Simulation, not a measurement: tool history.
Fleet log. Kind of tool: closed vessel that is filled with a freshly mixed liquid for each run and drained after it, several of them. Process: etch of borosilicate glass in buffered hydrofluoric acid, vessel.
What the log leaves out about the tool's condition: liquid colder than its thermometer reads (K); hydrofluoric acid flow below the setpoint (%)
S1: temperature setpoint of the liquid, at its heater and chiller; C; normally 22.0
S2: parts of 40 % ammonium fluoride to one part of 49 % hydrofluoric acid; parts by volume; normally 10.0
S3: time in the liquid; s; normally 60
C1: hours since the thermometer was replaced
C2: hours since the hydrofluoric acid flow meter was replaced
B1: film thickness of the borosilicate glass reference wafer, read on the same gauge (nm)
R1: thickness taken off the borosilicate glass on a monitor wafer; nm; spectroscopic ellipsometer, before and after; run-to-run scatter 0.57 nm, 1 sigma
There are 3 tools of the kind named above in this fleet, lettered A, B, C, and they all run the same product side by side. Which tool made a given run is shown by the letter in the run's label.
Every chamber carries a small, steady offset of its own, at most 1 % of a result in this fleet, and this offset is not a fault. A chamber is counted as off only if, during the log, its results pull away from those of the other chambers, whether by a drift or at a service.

run 1B hour=8.3 | S1=22.0 S2=10.0 S3=60 | C1=311.0 C2=1718.7 | B1=39.993 | R1=66.562
run 2A hour=22.5 | S1=22.0 S2=10.0 S3=60 | C1=1993.2 C2=509.0 | B1=40.020 | R1=66.702
run 3C hour=31.2 | S1=22.0 S2=10.0 S3=60 | C1=153.0 C2=2068.1 | B1=40.023 | R1=66.774
run 4C hour=40.6 | S1=22.0 S2=10.0 S3=60 | C1=162.4 C2=2077.5 | B1=40.019 | R1=66.783
run 5B hour=51.9 | S1=22.0 S2=10.0 S3=60 | C1=354.6 C2=1762.3 | B1=40.011 | R1=66.668
run 6A hour=60.1 | S1=22.0 S2=10.0 S3=60 | C1=2030.8 C2=546.6 | B1=39.995 | R1=66.577
run 7C hour=67.0 | S1=22.0 S2=10.0 S3=60 | C1=188.8 C2=2103.9 | B1=39.988 | R1=66.862
-- hour=73.3 chamber A: thermometer replaced
run 8B hour=73.4 | S1=22.0 S2=10.0 S3=60 | C1=376.1 C2=1783.8 | B1=39.981 | R1=66.324
run 9A hour=84.7 | S1=22.0 S2=10.0 S3=60 | C1=11.4 C2=571.2 | B1=39.998 | R1=67.440
-- hour=88.3 chamber C: hydrofluoric acid flow meter replaced
run 10C hour=92.4 | S1=22.0 S2=10.0 S3=60 | C1=214.2 C2=4.1 | B1=39.983 | R1=66.378
run 11A hour=98.7 | S1=22.0 S2=10.0 S3=60 | C1=25.4 C2=585.2 | B1=39.992 | R1=66.868
run 12B hour=109.4 | S1=22.0 S2=10.0 S3=60 | C1=412.1 C2=1819.8 | B1=40.003 | R1=66.621
run 13A hour=119.2 | S1=22.0 S2=10.0 S3=60 | C1=45.9 C2=605.7 | B1=40.005 | R1=66.181
run 14C hour=131.2 | S1=22.0 S2=10.0 S3=60 | C1=253.0 C2=42.9 | B1=40.015 | R1=67.199
run 15B hour=140.5 | S1=22.0 S2=10.0 S3=60 | C1=443.2 C2=1850.9 | B1=40.023 | R1=66.874
run 16B hour=151.5 | S1=22.0 S2=10.0 S3=60 | C1=454.2 C2=1861.9 | B1=40.010 | R1=66.841
run 17C hour=164.1 | S1=22.0 S2=10.0 S3=60 | C1=285.9 C2=75.8 | B1=40.005 | R1=66.649
run 18A hour=176.7 | S1=24.5 S2=10.0 S3=80 | C1=103.4 C2=663.2 | B1=40.021 | R1=97.508
run 19B hour=184.5 | S1=24.5 S2=10.0 S3=80 | C1=487.2 C2=1894.9 | B1=39.984 | R1=101.910
run 20A hour=197.0 | S1=24.5 S2=10.0 S3=80 | C1=123.7 C2=683.5 | B1=39.983 | R1=99.588
run 21C hour=205.8 | S1=22.0 S2=10.0 S3=60 | C1=327.6 C2=117.5 | B1=40.016 | R1=66.845
run 22B hour=212.9 | S1=22.0 S2=10.0 S3=60 | C1=515.6 C2=1923.3 | B1=40.044 | R1=66.203
run 23A hour=225.9 | S1=22.0 S2=10.0 S3=35 | C1=152.6 C2=712.4 | B1=40.022 | R1=36.963
run 24C hour=232.6 | S1=22.0 S2=10.0 S3=35 | C1=354.4 C2=144.3 | B1=40.005 | R1=38.844
run 25B hour=242.0 | S1=22.0 S2=10.0 S3=35 | C1=544.7 C2=1952.4 | B1=40.029 | R1=39.288
run 26C hour=256.3 | S1=22.0 S2=10.0 S3=60 | C1=378.1 C2=168.0 | B1=40.009 | R1=66.875
run 27A hour=264.9 | S1=22.0 S2=10.0 S3=60 | C1=191.6 C2=751.4 | B1=40.005 | R1=61.916
run 28C hour=274.2 | S1=22.0 S2=12.5 S3=90 | C1=396.0 C2=185.9 | B1=40.012 | R1=80.336
run 29B hour=284.0 | S1=22.0 S2=12.5 S3=90 | C1=586.7 C2=1994.4 | B1=39.970 | R1=81.113
run 30A hour=292.6 | S1=22.0 S2=12.5 S3=90 | C1=219.3 C2=779.1 | B1=39.991 | R1=75.656
run 31C hour=305.4 | S1=22.0 S2=10.0 S3=60 | C1=427.2 C2=217.1 | B1=40.023 | R1=66.484
run 32B hour=317.5 | S1=22.0 S2=10.0 S3=60 | C1=620.2 C2=2027.9 | B1=39.975 | R1=67.702
run 33A hour=326.5 | S1=22.0 S2=13.0 S3=60 | C1=253.2 C2=813.0 | B1=40.008 | R1=47.833
run 34C hour=336.4 | S1=22.0 S2=13.0 S3=60 | C1=458.2 C2=248.1 | B1=40.014 | R1=51.816
run 35B hour=345.9 | S1=22.0 S2=13.0 S3=60 | C1=648.6 C2=2056.3 | B1=39.948 | R1=51.966
run 36A hour=353.0 | S1=22.0 S2=10.0 S3=60 | C1=279.7 C2=839.5 | B1=39.996 | R1=61.503
run 37A hour=367.4 | S1=26.5 S2=8.5 S3=60 | C1=294.1 C2=853.9 | B1=39.995 | R1=89.974
run 38B hour=380.5 | S1=26.5 S2=8.5 S3=60 | C1=683.2 C2=2090.9 | B1=40.020 | R1=95.589
run 39C hour=391.7 | S1=26.5 S2=8.5 S3=60 | C1=513.5 C2=303.4 | B1=39.977 | R1=96.003
run 40B hour=401.9 | S1=22.0 S2=10.0 S3=60 | C1=704.6 C2=2112.3 | B1=39.975 | R1=67.767
run 41C hour=408.9 | S1=22.0 S2=10.0 S3=60 | C1=530.7 C2=320.6 | B1=40.025 | R1=66.452
run 42A hour=416.2 | S1=22.0 S2=10.0 S3=60 | C1=342.9 C2=902.7 | B1=40.009 | R1=60.807
run 43C hour=424.6 | S1=22.0 S2=10.0 S3=60 | C1=546.4 C2=336.3 | B1=39.955 | R1=66.585
run 44A hour=436.7 | S1=22.0 S2=10.0 S3=60 | C1=363.4 C2=923.2 | B1=40.006 | R1=59.670

Has any chamber moved away from the others, gradually or after a service, or does the common gauge drift, or do the chambers differ only by their own small steady offsets? State the chamber and the most likely cause if one applies.

One chamber, A, drifts off from the rest bit by bit.
Cause: hydrofluoric acid flow below the setpoint (%) = 10.8.

Chamber A could run next with any of the 4 candidate recipes listed below; each alters the usual settings, and their results appear as question marks. Which one brings its results back in line with what the other chambers deliver on the usual settings?
A result is in line if it is within this distance of the other chambers' mean on the usual settings: R1 2.000 nm
run 45A-1 hour=447.1 | S1=22.0 S2=10.5 S3=60 | R1=?
run 45A-2 hour=447.1 | S1=22.0 S2=9.0 S3=60 | R1=?
run 45A-3 hour=447.1 | S1=23.0 S2=10.0 S3=60 | R1=?
run 45A-4 hour=447.1 | S1=21.5 S2=11.0 S3=60 | R1=?

Other chambers, usual settings, mean: R1 66.802 nm
run=45A-1 R1=57.396
run=45A-2 R1=66.740
run=45A-3 R1=63.579
run=45A-4 R1=53.342
The answer is 45A-2, which returns the chamber to within the allowed miss of the others.
